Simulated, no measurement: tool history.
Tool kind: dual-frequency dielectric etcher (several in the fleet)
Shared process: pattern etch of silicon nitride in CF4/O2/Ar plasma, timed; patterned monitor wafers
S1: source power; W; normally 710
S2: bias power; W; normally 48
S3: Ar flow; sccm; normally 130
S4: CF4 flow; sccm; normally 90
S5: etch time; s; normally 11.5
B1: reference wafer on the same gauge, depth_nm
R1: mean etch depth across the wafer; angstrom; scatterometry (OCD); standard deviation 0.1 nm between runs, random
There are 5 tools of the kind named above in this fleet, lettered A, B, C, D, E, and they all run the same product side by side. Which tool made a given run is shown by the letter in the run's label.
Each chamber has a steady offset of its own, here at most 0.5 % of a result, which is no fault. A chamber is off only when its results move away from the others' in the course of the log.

{"run": "1A", "hour": 3.8, "S1": 710, "S2": 48, "S3": 130, "S4": 90, "S5": 11.5, "B1": 29.809, "R1": 276.64}
{"run": "2D", "hour": 8.1, "S1": 710, "S2": 48, "S3": 130, "S4": 90, "S5": 11.5, "B1": 29.806, "R1": 276.42}
{"run": "3E", "hour": 10.4, "S1": 710, "S2": 48, "S3": 130, "S4": 90, "S5": 11.5, "B1": 29.795, "R1": 278.85}
{"run": "4C", "hour": 13.9, "S1": 710, "S2": 48, "S3": 130, "S4": 90, "S5": 11.5, "B1": 29.776, "R1": 277.24}
{"run": "5B", "hour": 15.9, "S1": 710, "S2": 48, "S3": 130, "S4": 90, "S5": 11.5, "B1": 29.783, "R1": 279.3}
{"run": "6E", "hour": 18.9, "S1": 630, "S2": 48, "S3": 130, "S4": 90, "S5": 8.5, "B1": 29.8, "R1": 185.41}
{"run": "7D", "hour": 22.7, "S1": 630, "S2": 48, "S3": 130, "S4": 90, "S5": 8.5, "B1": 29.792, "R1": 185.31}
{"run": "8A", "hour": 26.0, "S1": 630, "S2": 48, "S3": 130, "S4": 90, "S5": 8.5, "B1": 29.815, "R1": 184.38}
{"run": "9C", "hour": 28.4, "S1": 630, "S2": 48, "S3": 130, "S4": 90, "S5": 8.5, "B1": 29.787, "R1": 186.04}
{"hour": 31.1, "done": "chamber A: wet clean of the chamber"}
{"run": "10B", "hour": 32.5, "S1": 630, "S2": 48, "S3": 130, "S4": 90, "S5": 8.5, "B1": 29.802, "R1": 185.81}
{"run": "11B", "hour": 36.7, "S1": 710, "S2": 48, "S3": 130, "S4": 90, "S5": 11.5, "B1": 29.816, "R1": 280.52}
{"run": "12E", "hour": 39.3, "S1": 710, "S2": 48, "S3": 130, "S4": 90, "S5": 11.5, "B1": 29.816, "R1": 277.62}
{"run": "13A", "hour": 42.9, "S1": 710, "S2": 48, "S3": 130, "S4": 90, "S5": 11.5, "B1": 29.791, "R1": 277.5}
{"run": "14C", "hour": 45.4, "S1": 710, "S2": 48, "S3": 130, "S4": 90, "S5": 11.5, "B1": 29.805, "R1": 276.74}
{"run": "15D", "hour": 49.0, "S1": 710, "S2": 48, "S3": 130, "S4": 90, "S5": 11.5, "B1": 29.787, "R1": 278.27}
{"run": "16B", "hour": 52.1, "S1": 710, "S2": 48, "S3": 130, "S4": 90, "S5": 11.5, "B1": 29.797, "R1": 279.07}
{"run": "17D", "hour": 56.0, "S1": 710, "S2": 48, "S3": 130, "S4": 90, "S5": 11.5, "B1": 29.811, "R1": 276.68}
{"run": "18A", "hour": 59.4, "S1": 710, "S2": 48, "S3": 130, "S4": 90, "S5": 11.5, "B1": 29.784, "R1": 279.98}
{"run": "19E", "hour": 63.7, "S1": 710, "S2": 48, "S3": 130, "S4": 90, "S5": 11.5, "B1": 29.781, "R1": 277.05}
{"run": "20C", "hour": 66.9, "S1": 710, "S2": 48, "S3": 130, "S4": 90, "S5": 11.5, "B1": 29.797, "R1": 277.91}
{"run": "21B", "hour": 70.0, "S1": 820, "S2": 48, "S3": 130, "S4": 71, "S5": 11.5, "B1": 29.782, "R1": 304.03}
{"run": "22E", "hour": 71.9, "S1": 820, "S2": 48, "S3": 130, "S4": 71, "S5": 11.5, "B1": 29.818, "R1": 305.18}
{"run": "23C", "hour": 75.5, "S1": 820, "S2": 48, "S3": 130, "S4": 71, "S5": 11.5, "B1": 29.784, "R1": 303.19}
{"run": "24A", "hour": 77.4, "S1": 820, "S2": 48, "S3": 130, "S4": 71, "S5": 11.5, "B1": 29.809, "R1": 302.27}
{"run": "25D", "hour": 81.1, "S1": 820, "S2": 48, "S3": 130, "S4": 71, "S5": 11.5, "B1": 29.779, "R1": 304.27}
{"run": "26B", "hour": 85.0, "S1": 710, "S2": 57, "S3": 130, "S4": 90, "S5": 11.5, "B1": 29.81, "R1": 298.55}
{"run": "27D", "hour": 89.3, "S1": 710, "S2": 57, "S3": 130, "S4": 90, "S5": 11.5, "B1": 29.802, "R1": 295.74}
{"run": "28A", "hour": 93.5, "S1": 710, "S2": 57, "S3": 130, "S4": 90, "S5": 11.5, "B1": 29.77, "R1": 298.22}
{"run": "29E", "hour": 96.6, "S1": 710, "S2": 57, "S3": 130, "S4": 90, "S5": 11.5, "B1": 29.79, "R1": 296.64}
{"run": "30C", "hour": 99.5, "S1": 710, "S2": 57, "S3": 130, "S4": 90, "S5": 11.5, "B1": 29.796, "R1": 295.89}
{"run": "31D", "hour": 101.3, "S1": 710, "S2": 48, "S3": 130, "S4": 90, "S5": 11.5, "B1": 29.805, "R1": 279.17}

Which is it: a chamber that has drifted or been left off by a service, a gauge drift common to all chambers, or only each chamber's usual small offset? If a chamber is off, name it and its likeliest cause.

Nothing is wrong: each chamber keeps only its own small, steady offset and the gauge holds still.
